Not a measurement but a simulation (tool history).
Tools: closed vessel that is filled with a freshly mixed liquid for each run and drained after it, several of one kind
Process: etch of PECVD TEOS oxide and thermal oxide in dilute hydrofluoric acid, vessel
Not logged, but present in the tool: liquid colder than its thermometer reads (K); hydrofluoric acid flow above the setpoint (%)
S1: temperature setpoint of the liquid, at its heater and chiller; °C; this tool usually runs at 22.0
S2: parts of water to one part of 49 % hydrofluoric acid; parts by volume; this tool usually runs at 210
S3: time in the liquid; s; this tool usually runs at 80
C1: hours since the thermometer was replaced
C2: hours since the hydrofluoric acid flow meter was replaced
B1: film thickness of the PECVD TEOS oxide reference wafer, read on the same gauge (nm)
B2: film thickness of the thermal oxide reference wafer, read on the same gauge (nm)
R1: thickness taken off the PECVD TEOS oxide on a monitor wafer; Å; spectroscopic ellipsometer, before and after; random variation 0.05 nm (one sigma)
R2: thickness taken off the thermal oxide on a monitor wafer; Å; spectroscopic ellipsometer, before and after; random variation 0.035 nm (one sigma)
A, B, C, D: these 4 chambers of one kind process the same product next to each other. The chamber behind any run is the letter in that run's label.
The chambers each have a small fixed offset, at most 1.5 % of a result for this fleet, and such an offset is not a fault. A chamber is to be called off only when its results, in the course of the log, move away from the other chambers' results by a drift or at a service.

run,hour,S1,S2,S3,C1,C2,B1,B2,R1,R2
1B,11.3,22.0,210,80,251.2,49.3,129.95,140.02,87.482,15.853
2C,23.2,22.0,210,80,487.2,953.0,129.95,139.99,89.854,15.765
3D,35.3,22.0,210,80,1600.4,1191.4,130.01,139.99,88.371,15.795
4A,51.1,22.0,210,80,189.2,1252.3,129.96,139.99,89.263,16.184
5B,61.8,22.0,210,80,301.7,99.8,130.01,139.99,87.356,15.904
6A,75.6,22.0,210,80,213.7,1276.8,129.99,139.95,89.457,15.951
7C,83.6,22.0,210,80,547.6,1013.4,130.02,139.96,88.598,15.618
8D,96.2,22.0,210,80,1661.3,1252.3,130.02,140.00,88.906,15.267
9D,110.4,22.0,210,80,1675.5,1266.5,129.98,140.05,88.233,15.205
10A,125.3,22.0,210,80,263.4,1326.5,129.99,139.98,89.717,15.836
11C,133.6,22.0,210,80,597.6,1063.4,129.98,140.02,88.810,16.140
12B,147.1,26.0,135,80,387.0,185.1,129.98,140.01,171.470,31.564
13D,157.3,26.0,135,80,1722.4,1313.4,130.03,139.97,174.320,30.090
14A,169.4,26.0,135,80,307.5,1370.6,130.02,140.00,175.270,31.605
# hour 175.4: chamber D: thermometer replaced
15C,178.6,26.0,135,80,642.6,1108.4,130.00,139.98,173.000,31.859
# hour 183.6: chamber C: hydrofluoric acid flow meter replaced
16B,194.0,22.0,210,80,433.9,232.0,129.98,139.95,87.801,16.120
17C,201.3,22.0,210,80,665.3,17.8,129.98,139.98,89.018,15.503
18D,213.5,22.0,210,80,38.1,1369.6,130.00,140.01,88.031,15.318
19A,221.2,22.0,210,80,359.3,1422.4,129.97,139.98,89.325,15.729
20B,230.2,22.0,210,80,470.1,268.2,129.98,140.01,87.981,15.478
# hour 237.7: chamber D: hydrofluoric acid flow meter replaced
# hour 239.0: chamber C: thermometer replaced
21D,240.7,22.0,210,80,65.3,3.1,130.00,140.04,87.615,15.576
22B,253.2,22.0,210,80,493.1,291.2,129.99,139.98,88.171,15.987
23C,263.1,22.0,210,80,24.1,79.6,130.03,140.02,89.404,15.830
24A,276.4,22.0,210,80,414.5,1477.6,129.97,140.00,88.818,15.488
25C,289.3,22.0,210,80,50.3,105.8,129.98,140.01,88.259,15.492
26D,298.4,22.0,210,80,123.0,60.8,130.03,140.00,88.104,15.234
27B,310.2,22.0,210,80,550.1,348.2,130.01,140.00,88.096,16.609
# hour 316.4: chamber B: thermometer replaced
28A,318.7,26.5,210,80,456.8,1519.9,130.01,140.02,104.510,18.557
29D,326.9,26.5,210,80,151.5,89.3,129.98,139.98,104.450,18.422
30C,342.1,26.5,210,80,103.1,158.6,129.97,139.96,105.070,18.365
31A,349.2,26.5,210,80,487.3,1550.4,129.99,140.01,105.040,17.771
32B,358.8,26.0,165,80,42.5,396.8,130.04,140.02,135.670,23.176
33A,369.5,26.0,165,80,507.6,1570.7,129.99,140.01,137.650,23.732
34B,382.7,26.0,165,80,66.4,420.7,130.02,140.02,136.340,24.663
35D,398.3,26.0,165,80,222.9,160.7,130.00,140.00,136.720,24.463
36C,411.0,20.5,170,80,172.0,227.5,130.03,140.02,108.350,19.045
37A,426.9,20.5,170,80,565.0,1628.1,130.02,139.95,108.460,18.963
38C,442.3,20.5,170,80,203.3,258.8,129.97,140.03,109.380,18.406
39B,449.8,20.5,170,80,133.5,487.8,130.03,140.02,105.370,19.181
40D,465.9,22.0,210,80,290.5,228.3,130.02,139.97,87.827,15.674

What goes on in this fleet: one chamber off, a drifting gauge, or nothing beyond the chambers' own small offsets? Name the chamber and the cause, if any.

No chamber is off and the gauge is stable; the differences are just each chamber's small, constant offset.

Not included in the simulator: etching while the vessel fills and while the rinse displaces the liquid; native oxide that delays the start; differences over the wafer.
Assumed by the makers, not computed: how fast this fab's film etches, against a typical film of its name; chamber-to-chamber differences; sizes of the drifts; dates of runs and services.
